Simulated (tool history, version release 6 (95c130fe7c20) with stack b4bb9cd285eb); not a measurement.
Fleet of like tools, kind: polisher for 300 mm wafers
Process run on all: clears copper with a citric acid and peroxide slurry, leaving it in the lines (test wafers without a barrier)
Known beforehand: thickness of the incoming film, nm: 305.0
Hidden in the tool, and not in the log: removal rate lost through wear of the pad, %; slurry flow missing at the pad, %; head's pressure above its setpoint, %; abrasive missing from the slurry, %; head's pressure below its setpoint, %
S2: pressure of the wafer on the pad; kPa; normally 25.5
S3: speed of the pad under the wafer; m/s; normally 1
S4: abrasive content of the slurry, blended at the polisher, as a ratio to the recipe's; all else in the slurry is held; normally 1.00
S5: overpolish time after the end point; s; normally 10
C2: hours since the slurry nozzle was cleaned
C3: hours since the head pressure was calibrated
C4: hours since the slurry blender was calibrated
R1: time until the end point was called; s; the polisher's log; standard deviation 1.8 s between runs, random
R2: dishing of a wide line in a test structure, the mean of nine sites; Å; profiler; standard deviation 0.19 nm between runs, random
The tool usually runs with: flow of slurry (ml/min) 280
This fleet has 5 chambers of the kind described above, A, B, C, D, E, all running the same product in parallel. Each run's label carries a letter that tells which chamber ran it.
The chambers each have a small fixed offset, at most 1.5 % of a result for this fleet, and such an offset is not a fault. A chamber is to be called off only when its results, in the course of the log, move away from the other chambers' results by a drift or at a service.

run 1E hour=9.1 | flow_of_slurry_(ml/min)=280 S2=25.5 S3=1 S4=1.00 S5=10 | wafers_polished_on_this_pad=545 C2=166.4 C3=333.9 C4=317.8 | R1=133.03 R2=174.77
-- hour=11.9 chamber D: slurry blender recalibrated
run 2D hour=19.0 | flow_of_slurry_(ml/min)=280 S2=25.5 S3=1 S4=1.00 S5=10 | wafers_polished_on_this_pad=655 C2=578.9 C3=998.4 C4=7.2 | R1=128.60 R2=176.61
-- hour=22.4 chamber E: slurry blender recalibrated
-- hour=30.4 chamber B: worn pad replaced by a new one
run 3A hour=30.8 | flow_of_slurry_(ml/min)=280 S2=25.5 S3=1 S4=1.00 S5=10 | wafers_polished_on_this_pad=717 C2=343.6 C3=43.1 C4=189.6 | R1=131.13 R2=178.10
run 4B hour=37.2 | flow_of_slurry_(ml/min)=280 S2=25.5 S3=1 S4=1.00 S5=10 | wafers_polished_on_this_pad=54 C2=185.0 C3=885.0 C4=175.9 | R1=130.35 R2=180.50
-- hour=38.5 chamber C: worn pad replaced by a new one
run 5C hour=48.4 | flow_of_slurry_(ml/min)=280 S2=25.5 S3=1 S4=1.00 S5=10 | wafers_polished_on_this_pad=79 C2=219.5 C3=109.5 C4=86.6 | R1=129.34 R2=176.48
-- hour=52.9 chamber A: slurry nozzle cleaned
run 6D hour=60.0 | flow_of_slurry_(ml/min)=280 S2=25.5 S3=1 S4=1.00 S5=10 | wafers_polished_on_this_pad=983 C2=619.9 C3=1039.4 C4=48.2 | R1=128.03 R2=175.23
-- hour=65.8 chamber B: head pressure recalibrated
run 7B hour=69.0 | flow_of_slurry_(ml/min)=280 S2=25.5 S3=1 S4=1.00 S5=10 | wafers_polished_on_this_pad=309 C2=216.8 C3=3.2 C4=207.7 | R1=130.67 R2=182.19
run 8E hour=76.8 | flow_of_slurry_(ml/min)=280 S2=25.5 S3=1 S4=1.00 S5=10 | wafers_polished_on_this_pad=1087 C2=234.1 C3=401.6 C4=54.4 | R1=129.01 R2=175.73
run 9C hour=84.7 | flow_of_slurry_(ml/min)=280 S2=25.5 S3=1 S4=1.00 S5=10 | wafers_polished_on_this_pad=370 C2=255.8 C3=145.8 C4=122.9 | R1=127.35 R2=175.14
-- hour=93.4 chamber E: worn pad replaced by a new one
-- hour=95.8 chamber D: head pressure recalibrated
run 10A hour=96.8 | flow_of_slurry_(ml/min)=280 S2=25.5 S3=1 S4=1.00 S5=10 | wafers_polished_on_this_pad=1245 C2=44.0 C3=109.1 C4=255.6 | R1=131.32 R2=176.00
run 11E hour=106.1 | flow_of_slurry_(ml/min)=280 S2=25.5 S3=1 S4=1.00 S5=10 | wafers_polished_on_this_pad=102 C2=263.4 C3=430.9 C4=83.7 | R1=129.01 R2=178.02
-- hour=109.8 chamber C: worn pad replaced by a new one
run 12C hour=113.8 | flow_of_slurry_(ml/min)=280 S2=25.5 S3=1 S4=1.00 S5=10 | wafers_polished_on_this_pad=32 C2=284.9 C3=174.9 C4=152.0 | R1=131.87 R2=176.16
-- hour=126.6 chamber A: worn pad replaced by a new one
run 13A hour=126.8 | flow_of_slurry_(ml/min)=280 S2=25.5 S3=1 S4=1.00 S5=10 | wafers_polished_on_this_pad=2 C2=74.0 C3=139.1 C4=285.6 | R1=131.29 R2=179.62
-- hour=126.9 chamber B: slurry blender recalibrated
-- hour=132.9 chamber D: worn pad replaced by a new one
run 14D hour=136.2 | flow_of_slurry_(ml/min)=280 S2=25.5 S3=1 S4=1.00 S5=10 | wafers_polished_on_this_pad=26 C2=696.1 C3=40.4 C4=124.4 | R1=129.00 R2=176.84
run 15B hour=144.3 | flow_of_slurry_(ml/min)=280 S2=25.5 S3=1 S4=1.00 S5=10 | wafers_polished_on_this_pad=911 C2=292.1 C3=78.5 C4=17.4 | R1=132.43 R2=177.21
-- hour=151.1 chamber B: worn pad replaced by a new one
run 16A hour=156.2 | flow_of_slurry_(ml/min)=280 S2=19.3 S3=1 S4=1.00 S5=10 | wafers_polished_on_this_pad=237 C2=103.4 C3=168.5 C4=315.0 | R1=171.15 R2=136.65
run 17E hour=169.1 | flow_of_slurry_(ml/min)=280 S2=19.3 S3=1 S4=1.00 S5=10 | wafers_polished_on_this_pad=606 C2=326.4 C3=493.9 C4=146.7 | R1=175.93 R2=130.71
run 18B hour=181.7 | flow_of_slurry_(ml/min)=280 S2=19.3 S3=1 S4=1.00 S5=10 | wafers_polished_on_this_pad=244 C2=329.5 C3=115.9 C4=54.8 | R1=167.31 R2=140.55
run 19C hour=189.4 | flow_of_slurry_(ml/min)=280 S2=19.3 S3=1 S4=1.00 S5=10 | wafers_polished_on_this_pad=636 C2=360.5 C3=250.5 C4=227.6 | R1=168.85 R2=136.02
run 20D hour=200.2 | flow_of_slurry_(ml/min)=280 S2=19.3 S3=1 S4=1.00 S5=10 | wafers_polished_on_this_pad=538 C2=760.1 C3=104.4 C4=188.4 | R1=170.77 R2=134.40
-- hour=203.0 chamber C: worn pad replaced by a new one
-- hour=208.1 chamber D: slurry nozzle cleaned
run 21D hour=209.1 | flow_of_slurry_(ml/min)=280 S2=25.5 S3=1 S4=1.00 S5=10 | wafers_polished_on_this_pad=610 C2=1.0 C3=113.3 C4=197.3 | R1=129.01 R2=181.25
-- hour=214.9 chamber C: slurry nozzle cleaned
run 22B hour=219.9 | flow_of_slurry_(ml/min)=280 S2=25.5 S3=1 S4=1.00 S5=10 | wafers_polished_on_this_pad=550 C2=367.7 C3=154.1 C4=93.0 | R1=130.50 R2=178.84
-- hour=221.0 chamber C: slurry blender recalibrated
-- hour=221.7 chamber E: worn pad replaced by a new one
run 23C hour=231.2 | flow_of_slurry_(ml/min)=280 S2=25.5 S3=1 S4=1.00 S5=10 | wafers_polished_on_this_pad=226 C2=16.3 C3=292.3 C4=10.3 | R1=129.57 R2=176.14
run 24A hour=237.9 | flow_of_slurry_(ml/min)=280 S2=25.5 S3=1 S4=1.00 S5=10 | wafers_polished_on_this_pad=891 C2=185.1 C3=250.2 C4=396.7 | R1=132.76 R2=175.95
-- hour=242.2 chamber B: worn pad replaced by a new one
-- hour=246.7 chamber A: slurry blender recalibrated
run 25E hour=246.7 | flow_of_slurry_(ml/min)=280 S2=25.5 S3=1 S4=1.00 S5=10 | wafers_polished_on_this_pad=200 C2=404.0 C3=571.5 C4=224.3 | R1=135.30 R2=174.24
run 26E hour=259.7 | flow_of_slurry_(ml/min)=280 S2=25.5 S3=1 S4=1.00 S5=10 | wafers_polished_on_this_pad=304 C2=417.0 C3=584.5 C4=237.3 | R1=136.69 R2=169.24
run 27D hour=267.0 | flow_of_slurry_(ml/min)=280 S2=25.5 S3=1 S4=1.00 S5=10 | wafers_polished_on_this_pad=1073 C2=58.9 C3=171.2 C4=255.2 | R1=127.18 R2=180.46
run 28C hour=277.9 | flow_of_slurry_(ml/min)=280 S2=25.5 S3=1 S4=1.00 S5=10 | wafers_polished_on_this_pad=599 C2=63.0 C3=339.0 C4=57.0 | R1=130.59 R2=174.99
run 29B hour=284.5 | flow_of_slurry_(ml/min)=280 S2=25.5 S3=1 S4=1.00 S5=10 | wafers_polished_on_this_pad=338 C2=432.3 C3=218.7 C4=157.6 | R1=130.45 R2=176.32
-- hour=287.8 chamber C: worn pad replaced by a new one
-- hour=289.9 chamber D: worn pad replaced by a new one
-- hour=293.1 chamber A: worn pad replaced by a new one
run 30A hour=294.3 | flow_of_slurry_(ml/min)=280 S2=25.5 S3=1 S4=1.00 S5=12 | wafers_polished_on_this_pad=10 C2=241.5 C3=306.6 C4=47.7 | R1=130.72 R2=210.89
run 31A hour=303.1 | flow_of_slurry_(ml/min)=280 S2=25.5 S3=1 S4=1.00 S5=12 | wafers_polished_on_this_pad=80 C2=250.3 C3=315.4 C4=56.5 | R1=128.19 R2=211.10
run 32D hour=309.0 | flow_of_slurry_(ml/min)=280 S2=25.5 S3=1 S4=1.00 S5=12 | wafers_polished_on_this_pad=153 C2=100.9 C3=213.2 C4=297.2 | R1=133.14 R2=212.80
run 33C hour=321.4 | flow_of_slurry_(ml/min)=280 S2=25.5 S3=1 S4=1.00 S5=12 | wafers_polished_on_this_pad=268 C2=106.5 C3=382.5 C4=100.5 | R1=130.27 R2=205.41
-- hour=328.4 chamber B: slurry nozzle cleaned
run 34B hour=334.3 | flow_of_slurry_(ml/min)=280 S2=25.5 S3=1 S4=1.00 S5=12 | wafers_polished_on_this_pad=737 C2=6.0 C3=268.5 C4=207.4 | R1=127.31 R2=209.72
-- hour=335.5 chamber B: worn pad replaced by a new one
run 35E hour=343.5 | flow_of_slurry_(ml/min)=280 S2=25.5 S3=1 S4=1.00 S5=16 | wafers_polished_on_this_pad=974 C2=500.8 C3=668.3 C4=321.1 | R1=137.01 R2=258.95
-- hour=344.6 chamber E: slurry blender recalibrated
run 36D hour=354.3 | flow_of_slurry_(ml/min)=280 S2=25.5 S3=1 S4=1.00 S5=16 | wafers_polished_on_this_pad=515 C2=146.2 C3=258.5 C4=342.5 | R1=129.91 R2=271.70
-- hour=360.7 chamber E: worn pad replaced by a new one
run 37A hour=361.5 | flow_of_slurry_(ml/min)=280 S2=25.5 S3=1 S4=1.00 S5=16 | wafers_polished_on_this_pad=547 C2=308.7 C3=373.8 C4=114.9 | R1=133.03 R2=278.91
run 38B hour=372.2 | flow_of_slurry_(ml/min)=280 S2=25.5 S3=1 S4=1.00 S5=16 | wafers_polished_on_this_pad=293 C2=43.9 C3=306.4 C4=245.3 | R1=130.04 R2=279.82
-- hour=382.3 chamber C: worn pad replaced by a new one
run 39C hour=384.8 | flow_of_slurry_(ml/min)=280 S2=25.5 S3=1 S4=1.00 S5=16 | wafers_polished_on_this_pad=20 C2=169.9 C3=445.9 C4=163.9 | R1=131.31 R2=273.51
run 40E hour=395.3 | flow_of_slurry_(ml/min)=280 S2=25.5 S3=1 S4=1.00 S5=10 | wafers_polished_on_this_pad=277 C2=552.6 C3=720.1 C4=50.7 | R1=137.74 R2=166.21
run 41B hour=403.8 | flow_of_slurry_(ml/min)=280 S2=25.5 S3=1 S4=1.00 S5=10 | wafers_polished_on_this_pad=546 C2=75.5 C3=338.0 C4=276.9 | R1=131.60 R2=176.45
run 42C hour=413.4 | flow_of_slurry_(ml/min)=280 S2=25.5 S3=1 S4=1.00 S5=10 | wafers_polished_on_this_pad=249 C2=198.5 C3=474.5 C4=192.5 | R1=128.10 R2=174.22

All chambers now run identical settings, listed one chamber a line with results as question marks. What results will each chamber show?
run 43A hour=422.9 | flow_of_slurry_(ml/min)=280 S2=25.5 S3=1 S4=0.75 S5=10 | R1=? R2=?
run 43B hour=422.9 | flow_of_slurry_(ml/min)=280 S2=25.5 S3=1 S4=0.75 S5=10 | R1=? R2=?
run 43C hour=422.9 | flow_of_slurry_(ml/min)=280 S2=25.5 S3=1 S4=0.75 S5=10 | R1=? R2=?
run 43D hour=422.9 | flow_of_slurry_(ml/min)=280 S2=25.5 S3=1 S4=0.75 S5=10 | R1=? R2=?
run 43E hour=422.9 | flow_of_slurry_(ml/min)=280 S2=25.5 S3=1 S4=0.75 S5=10 | R1=? R2=?

run=43A R1=135.15 R2=167.59
run=43B R1=136.57 R2=167.15
run=43C R1=139.47 R2=163.96
run=43D R1=140.53 R2=167.83
run=43E R1=152.60 R2=154.78

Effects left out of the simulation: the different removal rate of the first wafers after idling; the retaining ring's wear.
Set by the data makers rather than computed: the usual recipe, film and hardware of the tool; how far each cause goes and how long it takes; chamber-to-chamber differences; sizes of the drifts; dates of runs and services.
